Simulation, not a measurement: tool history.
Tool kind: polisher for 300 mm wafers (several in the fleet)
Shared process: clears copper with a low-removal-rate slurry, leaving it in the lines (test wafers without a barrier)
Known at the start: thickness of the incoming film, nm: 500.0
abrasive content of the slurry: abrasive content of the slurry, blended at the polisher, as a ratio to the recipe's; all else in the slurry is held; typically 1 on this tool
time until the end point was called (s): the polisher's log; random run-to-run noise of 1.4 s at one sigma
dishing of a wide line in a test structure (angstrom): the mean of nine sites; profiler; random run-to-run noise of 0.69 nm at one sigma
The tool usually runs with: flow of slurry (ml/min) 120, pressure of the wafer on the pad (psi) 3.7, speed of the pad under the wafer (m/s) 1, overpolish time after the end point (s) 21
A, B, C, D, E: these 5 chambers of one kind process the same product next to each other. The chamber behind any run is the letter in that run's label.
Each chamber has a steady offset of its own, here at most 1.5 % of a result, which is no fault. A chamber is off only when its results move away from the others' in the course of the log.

run   hour  flow of slurry (ml/min)  pressure of the wafer on the pad (psi)  speed of the pad under the wafer (m/s)  abrasive content of the slurry  overpolish time after the end point (s)  wafers polished on this pad  hours since the slurry nozzle was cleaned  hours since the head pressure was calibrated  hours since the slurry blender was calibrated  time until the end point was called (s)  dishing of a wide line in a test structure (angstrom)
 1B    3.8                      120                                     3.7                                       1                               1                                       21                         1222                                      615.2                                          47.3                                          182.1                                   151.25                                                 373.36
 2D    8.9                      120                                     3.7                                       1                               1                                       21                          458                                      532.3                                         259.7                                          120.2                                   147.68                                                 356.92
 3E   11.8                      120                                     3.7                                       1                               1                                       21                          502                                      468.4                                        1140.9                                           89.2                                   148.52                                                 370.88
 4C   14.8                      120                                     3.7                                       1                               1                                       21                         1062                                      199.8                                         712.7                                          241.9                                   150.06                                                 363.48
 5A   19.1                      120                                     3.7                                       1                               1                                       21                          856                                      250.6                                         139.2                                          151.2                                      146                                                 380.85
 6E   22.5                      120                                     3.7                                       1                               1                                       21                          569                                      479.1                                        1151.6                                           99.9                                   146.85                                                 373.12
 7A   25.6                      120                                     3.7                                       1                               1                                       21                          897                                      257.1                                         145.7                                          157.7                                   148.37                                                 378.42
 8D   28.1                      120                                     3.7                                       1                               1                                       21                          577                                      551.5                                         278.9                                          139.4                                   149.97                                                 365.39
 9C     31                      120                                     3.7                                       1                               1                                       21                         1162                                        216                                         728.9                                          258.1                                   150.64                                                 372.34
      34.9  -- chamber A: slurry nozzle cleaned
10B   35.8                      120                                     3.7                                       1                               1                                       21                         1421                                      647.2                                          79.3                                          214.1                                   148.78                                                 369.78
      38.8  -- chamber B: worn pad replaced by a new one
11D   39.6                      120                                     3.7                                       1                               1                                       21                          649                                        563                                         290.4                                          150.9                                   146.45                                                 376.53
        41  -- chamber D: head pressure recalibrated
12C   43.2                      120                                     3.7                                       1                               1                                       21                         1238                                      228.2                                         741.1                                          270.3                                   152.97                                                 363.35
      46.3  -- chamber C: worn pad replaced by a new one
13E     47                      120                                     3.7                                       1                               1                                       21                          721                                      503.6                                        1176.1                                          124.4                                      151                                                 368.12
14B   51.7                      120                                     4.1                                       1                               1                                       21                           80                                      663.1                                          95.2                                            230                                   136.64                                                 401.08
15A   55.6                      120                                     4.1                                       1                               1                                       21                         1083                                       20.7                                         175.7                                          187.7                                   135.01                                                 376.04
16E   58.6                      120                                     4.1                                       1                               1                                       21                          793                                      515.2                                        1187.7                                            136                                   136.39                                                  406.3
17A   62.1                      120                                     4.1                                       1                               1                                       21                         1123                                       27.2                                         182.2                                          194.2                                   134.76                                                 381.84
      64.7  -- chamber A: worn pad replaced by a new one
18C   65.3                      120                                     4.1                                       1                               1                                       21                          118                                      250.3                                         763.2                                          292.4                                   137.24                                                 385.62
19B   68.3                      120                                     3.7                                       1                               1                                       21                          183                                      679.7                                         111.8                                          246.6                                   151.73                                                 378.62
20D   73.1                      120                                     3.7                                       1                               1                                       21                          857                                      596.5                                          32.2                                          184.4                                   148.29                                                 362.45
21E   78.2                      120                                     2.7                                       1                               1                                       21                          915                                      534.8                                        1207.3                                          155.6                                   202.07                                                 301.85
22D   82.3                      120                                     2.7                                       1                               1                                       21                          914                                      605.7                                          41.4                                          193.6                                   203.61                                                 286.99
23A   85.9                      120                                     2.7                                       1                               1                                       21                          132                                         51                                           206                                            218                                   203.67                                                 305.25
24C   88.4                      120                                     2.7                                       1                               1                                       21                          261                                      273.4                                         786.3                                          315.5                                    214.4                                                 285.16
      89.9  -- chamber D: worn pad replaced by a new one
      93.1  -- chamber B: slurry nozzle cleaned
25B   93.3                      120                                     2.7                                       1                               1                                       21                          338                                        0.2                                         136.8                                          271.6                                   202.08                                                 315.56
26B   97.6                      120                                     3.3                                    1.18                               1                                       21                          365                                        4.5                                         141.1                                          275.9                                   143.16                                                 385.13
27E  101.6                      120                                     3.3                                    1.18                               1                                       21                         1060                                      558.2                                        1230.7                                            179                                   141.93                                                 386.95
     104.3  -- chamber C: slurry blender recalibrated
28A  105.3                      120                                     3.3                                    1.18                               1                                       21                          252                                       70.4                                         225.4                                          237.4                                   139.91                                                 387.58
29D  109.4                      120                                     3.3                                    1.18                               1                                       21                          121                                      632.8                                          68.5                                          220.7                                    138.8                                                 387.87
     109.8  -- chamber B: slurry blender recalibrated
30C  113.6                      120                                     3.3                                    1.18                               1                                       21                          417                                      298.6                                         811.5                                            9.4                                   154.19                                                 371.98
     117.9  -- chamber C: head pressure recalibrated
31D    118                      120                                     3.7                                       1                               1                                       21                          174                                      641.4                                          77.1                                          229.3                                   149.28                                                  358.9
32C  122.5                      120                                     3.7                                       1                               1                                       21                          473                                      307.5                                           4.7                                           18.3                                   159.93                                                 352.96
33A    126                      120                                     3.7                                       1                               1                                       21                          380                                       91.1                                         246.1                                          258.1                                   148.86                                                 367.64
34B  130.3                      120                                     3.7                                       1                               1                                       21                          568                                       37.2                                         173.8                                           20.5                                   148.27                                                 377.95
35E  135.6                      120                                     2.6                                       1                               1                                       21                         1271                                      592.2                                        1264.7                                            213                                   211.46                                                 284.61
36E    140                      120                                     2.6                                       1                               1                                       21                         1298                                      596.6                                        1269.1                                          217.4                                   213.22                                                  282.5
37C  142.4                      120                                     2.6                                       1                               1                                       21                          596                                      327.4                                          24.6                                           38.2                                   235.67                                                 274.65
38B  146.5                      120                                     2.6                                       1                               1                                       21                          668                                       53.4                                           190                                           36.7                                   213.57                                                 292.13

All chambers now run identical settings, listed one chamber a line with results as question marks. What results will each chamber show?
39A  150.4                      120                                     3.7                                       1                               1                                       21                                                                                                                                                                                                             ?                                                      ?
39B  150.4                      120                                     3.7                                       1                               1                                       21                                                                                                                                                                                                             ?                                                      ?
39C  150.4                      120                                     3.7                                       1                               1                                       21                                                                                                                                                                                                             ?                                                      ?
39D  150.4                      120                                     3.7                                       1                               1                                       21                                                                                                                                                                                                             ?                                                      ?
39E  150.4                      120                                     3.7                                       1                               1                                       21                                                                                                                                                                                                             ?                                                      ?

run  time until the end point was called (s)  dishing of a wide line in a test structure (angstrom)
39A                                   145.85                                                 381.97
39B                                   149.35                                                 366.45
39C                                   168.67                                                 339.83
39D                                   149.73                                                 365.79
39E                                   147.44                                                  378.2

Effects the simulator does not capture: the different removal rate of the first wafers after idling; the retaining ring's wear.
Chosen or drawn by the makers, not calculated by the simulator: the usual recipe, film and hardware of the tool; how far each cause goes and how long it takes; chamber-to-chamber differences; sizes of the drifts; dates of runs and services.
